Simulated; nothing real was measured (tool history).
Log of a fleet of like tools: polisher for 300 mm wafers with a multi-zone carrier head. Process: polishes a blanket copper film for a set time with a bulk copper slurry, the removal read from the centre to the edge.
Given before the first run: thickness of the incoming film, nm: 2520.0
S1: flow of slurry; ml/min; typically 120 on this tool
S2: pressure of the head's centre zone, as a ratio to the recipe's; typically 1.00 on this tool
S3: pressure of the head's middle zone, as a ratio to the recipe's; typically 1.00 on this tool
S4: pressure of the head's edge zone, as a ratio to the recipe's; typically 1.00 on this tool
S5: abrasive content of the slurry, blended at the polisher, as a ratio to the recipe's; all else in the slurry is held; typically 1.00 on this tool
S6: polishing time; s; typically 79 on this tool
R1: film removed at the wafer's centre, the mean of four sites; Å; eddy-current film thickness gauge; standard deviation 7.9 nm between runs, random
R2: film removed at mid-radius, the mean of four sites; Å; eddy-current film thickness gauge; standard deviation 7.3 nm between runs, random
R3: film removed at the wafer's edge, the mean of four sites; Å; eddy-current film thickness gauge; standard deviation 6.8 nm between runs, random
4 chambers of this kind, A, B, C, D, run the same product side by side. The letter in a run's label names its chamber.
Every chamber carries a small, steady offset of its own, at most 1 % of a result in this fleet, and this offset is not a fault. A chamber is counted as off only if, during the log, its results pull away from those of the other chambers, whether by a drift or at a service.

| run | day | S1 | S2 | S3 | S4 | S5 | S6 | R1 | R2 | R3 |
|---|---|---|---|---|---|---|---|---|---|---|
| 1A | 0.600 | 120 | 1.00 | 1.00 | 1.00 | 1.00 | 79 | 8314.0 | 8457.0 | 8345.5 |
|  | 0.633 | chamber D: centre zone pressure recalibrated |
| 2C | 0.996 | 120 | 1.00 | 1.00 | 1.00 | 1.00 | 79 | 8335.4 | 8575.8 | 8410.4 |
| 3D | 1.283 | 120 | 1.00 | 1.00 | 1.00 | 1.00 | 79 | 8485.5 | 8561.3 | 8395.8 |
| 4B | 1.921 | 120 | 1.00 | 1.00 | 1.00 | 1.00 | 79 | 8309.1 | 8374.7 | 8463.5 |
| 5A | 2.371 | 120 | 1.00 | 1.00 | 1.00 | 1.00 | 79 | 8285.6 | 8336.7 | 8286.7 |
| 6C | 2.700 | 120 | 1.00 | 1.09 | 1.00 | 0.85 | 79 | 8194.1 | 8834.7 | 8260.1 |
| 7D | 3.046 | 120 | 1.00 | 1.09 | 1.00 | 0.85 | 79 | 8161.0 | 8678.6 | 8091.8 |
|  | 3.075 | chamber C: worn pad replaced by a new one |
| 8B | 3.458 | 120 | 1.00 | 1.09 | 1.00 | 0.85 | 79 | 7971.8 | 8709.2 | 8106.1 |
|  | 3.625 | chamber D: worn pad replaced by a new one |
| 9D | 4.008 | 120 | 1.00 | 1.09 | 1.00 | 0.85 | 79 | 8016.3 | 8840.7 | 8103.9 |
| 10A | 4.533 | 120 | 1.00 | 1.00 | 1.00 | 1.00 | 79 | 8303.2 | 8305.2 | 8449.8 |
|  | 4.571 | chamber B: worn pad replaced by a new one |
| 11B | 4.838 | 120 | 1.00 | 1.00 | 1.00 | 1.00 | 79 | 8372.3 | 8382.5 | 8557.7 |
| 12C | 5.162 | 120 | 1.00 | 1.00 | 1.00 | 1.00 | 79 | 8365.6 | 8433.4 | 8423.1 |
| 13A | 5.467 | 120 | 1.00 | 1.00 | 1.00 | 1.00 | 79 | 8342.8 | 8360.4 | 8301.6 |
|  | 5.567 | chamber C: slurry nozzle cleaned |
| 14D | 6.021 | 120 | 1.00 | 1.00 | 1.00 | 1.00 | 79 | 8231.7 | 8401.8 | 8356.6 |
|  | 6.100 | chamber D: edge zone pressure recalibrated |
|  | 6.254 | chamber A: worn pad replaced by a new one |
| 15B | 6.404 | 120 | 1.00 | 1.00 | 1.00 | 1.00 | 79 | 8167.7 | 8322.2 | 8550.9 |
| 16C | 6.996 | 120 | 1.00 | 1.00 | 1.00 | 1.00 | 79 | 8226.3 | 8425.5 | 8553.2 |
|  | 7.267 | chamber A: centre zone pressure recalibrated |
| 17B | 7.604 | 120 | 1.06 | 1.00 | 1.00 | 1.00 | 98 | 10822.0 | 10452.0 | 10430.0 |
| 18C | 8.112 | 120 | 1.06 | 1.00 | 1.00 | 1.00 | 98 | 11182.0 | 10406.0 | 10498.0 |
| 19A | 8.646 | 120 | 1.06 | 1.00 | 1.00 | 1.00 | 98 | 10085.0 | 10324.0 | 10320.0 |
| 20D | 9.254 | 120 | 1.06 | 1.00 | 1.00 | 1.00 | 98 | 11077.0 | 10607.0 | 10276.0 |
|  | 9.300 | chamber C: worn pad replaced by a new one |
| 21A | 9.725 | 120 | 1.00 | 1.00 | 1.00 | 1.00 | 79 | 7509.1 | 8323.0 | 8242.2 |
| 22B | 10.079 | 90 | 1.00 | 1.00 | 1.07 | 1.00 | 79 | 7586.1 | 7795.4 | 8249.4 |
| 23C | 10.504 | 90 | 1.00 | 1.00 | 1.07 | 1.00 | 79 | 7728.6 | 7641.9 | 8442.6 |
| 24D | 10.896 | 90 | 1.00 | 1.00 | 1.07 | 1.00 | 79 | 7477.5 | 7811.2 | 8146.9 |
| 25C | 11.362 | 90 | 1.00 | 1.00 | 1.07 | 1.00 | 79 | 7711.8 | 7694.9 | 8323.4 |

Predict what each chamber gives when all 4 of them run the settings below next.
| 26A | 11.817 | 120 | 1.00 | 1.00 | 1.08 | 1.00 | 79 | ? | ? | ? |
| 26B | 11.817 | 120 | 1.00 | 1.00 | 1.08 | 1.00 | 79 | ? | ? | ? |
| 26C | 11.817 | 120 | 1.00 | 1.00 | 1.08 | 1.00 | 79 | ? | ? | ? |
| 26D | 11.817 | 120 | 1.00 | 1.00 | 1.08 | 1.00 | 79 | ? | ? | ? |

| run | R1 | R2 | R3 |
|---|---|---|---|
| 26A | 7520.7 | 8319.7 | 8626.2 |
| 26B | 8261.2 | 8314.9 | 8739.1 |
| 26C | 8257.8 | 8361.0 | 8824.2 |
| 26D | 8316.9 | 8433.8 | 8721.5 |

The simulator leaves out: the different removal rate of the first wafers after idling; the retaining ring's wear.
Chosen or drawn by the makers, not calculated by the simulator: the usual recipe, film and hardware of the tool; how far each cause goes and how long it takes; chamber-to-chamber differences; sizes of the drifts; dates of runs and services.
